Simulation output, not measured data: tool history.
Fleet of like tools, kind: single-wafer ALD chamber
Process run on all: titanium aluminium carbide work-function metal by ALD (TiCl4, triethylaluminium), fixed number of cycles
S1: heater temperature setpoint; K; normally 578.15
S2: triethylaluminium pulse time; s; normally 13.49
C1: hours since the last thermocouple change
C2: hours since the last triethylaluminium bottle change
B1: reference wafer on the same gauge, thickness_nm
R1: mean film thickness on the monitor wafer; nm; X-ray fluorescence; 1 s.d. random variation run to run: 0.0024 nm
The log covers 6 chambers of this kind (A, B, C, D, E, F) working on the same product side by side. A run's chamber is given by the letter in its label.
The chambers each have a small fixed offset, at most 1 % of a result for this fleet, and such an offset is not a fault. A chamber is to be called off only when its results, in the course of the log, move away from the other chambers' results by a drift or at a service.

| run | day | S1 | S2 | C1 | C2 | B1 | R1 |
|---|---|---|---|---|---|---|---|
| 1D | 0.208 | 578.15 | 13.49 | 445.7 | 350.8 | 2.3899 | 2.0893 |
| 2F | 0.475 | 578.15 | 13.49 | 1660.8 | 694.3 | 2.3911 | 2.0731 |
| 3B | 0.625 | 578.15 | 13.49 | 1853.7 | 1458.8 | 2.3905 | 2.0954 |
| 4A | 0.804 | 578.15 | 13.49 | 845.8 | 207.4 | 2.3908 | 2.0829 |
| 5E | 1 | 578.15 | 13.49 | 883.5 | 360.4 | 2.3908 | 2.077 |
| 6C | 1.279 | 578.15 | 13.49 | 2008.8 | 636 | 2.3913 | 2.101 |
| 7E | 1.558 | 578.15 | 13.49 | 896.9 | 373.8 | 2.3924 | 2.0804 |
| 8B | 1.721 | 588.15 | 11.82 | 1880 | 1485.1 | 2.3916 | 2.1698 |
| 9A | 1.946 | 588.15 | 11.82 | 873.2 | 234.8 | 2.3927 | 2.1538 |
| 10D | 2.225 | 588.15 | 11.82 | 494.1 | 399.2 | 2.3931 | 2.1603 |
| 11C | 2.442 | 588.15 | 11.82 | 2036.7 | 663.9 | 2.3931 | 2.1729 |
| 12F | 2.6 | 588.15 | 11.82 | 1711.8 | 745.3 | 2.3936 | 2.1489 |
| 13E | 2.8 | 588.15 | 11.82 | 926.7 | 403.6 | 2.3938 | 2.1516 |
| 14F | 3.096 | 578.15 | 13.49 | 1723.7 | 757.2 | 2.3933 | 2.0783 |
| 15D | 3.383 | 578.15 | 13.49 | 521.9 | 427 | 2.3943 | 2.0969 |
| 16B | 3.558 | 578.15 | 13.49 | 1924.1 | 1529.2 | 2.3947 | 2.0939 |
| 17A | 3.8 | 578.15 | 13.49 | 917.7 | 279.3 | 2.3941 | 2.0824 |
| 18C | 4.058 | 578.15 | 13.49 | 2075.5 | 702.7 | 2.3948 | 2.1002 |
| 19E | 4.35 | 578.15 | 13.49 | 963.9 | 440.8 | 2.3954 | 2.0774 |
| 20A | 4.529 | 578.15 | 13.49 | 935.2 | 296.8 | 2.3953 | 2.0895 |
| 21B | 4.783 | 578.15 | 13.49 | 1953.5 | 1558.6 | 2.3964 | 2.0954 |
| 22F | 4.925 | 578.15 | 13.49 | 1767.6 | 801.1 | 2.3963 | 2.0814 |
| 23C | 5.188 | 578.15 | 13.49 | 2102.6 | 729.8 | 2.3959 | 2.1017 |
| 24D | 5.412 | 578.15 | 13.49 | 570.6 | 475.7 | 2.3958 | 2.0986 |
| 25F | 5.588 | 578.15 | 13.49 | 1783.5 | 817 | 2.3968 | 2.0764 |
| 26C | 5.771 | 571.15 | 9.44 | 2116.6 | 743.8 | 2.3982 | 1.9785 |
| 27B | 6.025 | 571.15 | 9.44 | 1983.3 | 1588.4 | 2.3968 | 1.9748 |
| 28A | 6.317 | 571.15 | 9.44 | 978.1 | 339.7 | 2.3974 | 1.9651 |
| 29D | 6.579 | 571.15 | 9.44 | 598.6 | 503.7 | 2.3976 | 1.9694 |
| 30E | 6.817 | 571.15 | 9.44 | 1023.1 | 500 | 2.3983 | 1.9585 |
| 31D | 7.117 | 571.15 | 9.44 | 611.5 | 516.6 | 2.399 | 1.9736 |
| 32C | 7.388 | 578.15 | 13.49 | 2155.4 | 782.6 | 2.3992 | 2.1082 |
| 33B | 7.604 | 578.15 | 13.49 | 2021.2 | 1626.3 | 2.399 | 2.1003 |
| 34F | 7.838 | 578.15 | 13.49 | 1837.5 | 871 | 2.3994 | 2.0822 |
| 35E | 8.067 | 568.15 | 13.49 | 1053.1 | 530 | 2.4007 | 1.9965 |
| 36A | 8.262 | 568.15 | 13.49 | 1024.8 | 386.4 | 2.4003 | 2.0048 |
| 37D | 8.492 | 568.15 | 13.49 | 644.5 | 549.6 | 2.4008 | 2.0119 |
| 38F | 8.679 | 568.15 | 13.49 | 1857.7 | 891.2 | 2.4001 | 1.9931 |
| 39B | 8.954 | 568.15 | 13.49 | 2053.6 | 1658.7 | 2.401 | 2.0137 |
|  | 9.046 | chamber E: triethylaluminium bottle replaced |
| 40E | 9.088 | 568.15 | 13.49 | 1077.6 | 1.1 | 2.4014 | 1.9938 |

The same settings go to every chamber for the next run, one line per chamber below. Forecast the results for each:
| 41A | 9.308 | 578.15 | 8.89 |  |  |  | ? |
| 41B | 9.308 | 578.15 | 8.89 |  |  |  | ? |
| 41C | 9.308 | 578.15 | 8.89 |  |  |  | ? |
| 41D | 9.308 | 578.15 | 8.89 |  |  |  | ? |
| 41E | 9.308 | 578.15 | 8.89 |  |  |  | ? |
| 41F | 9.308 | 578.15 | 8.89 |  |  |  | ? |

| run | R1 |
|---|---|
| 41A | 2.0114 |
| 41B | 2.0234 |
| 41C | 2.0347 |
| 41D | 2.0175 |
| 41E | 2.0047 |
| 41F | 2.0033 |
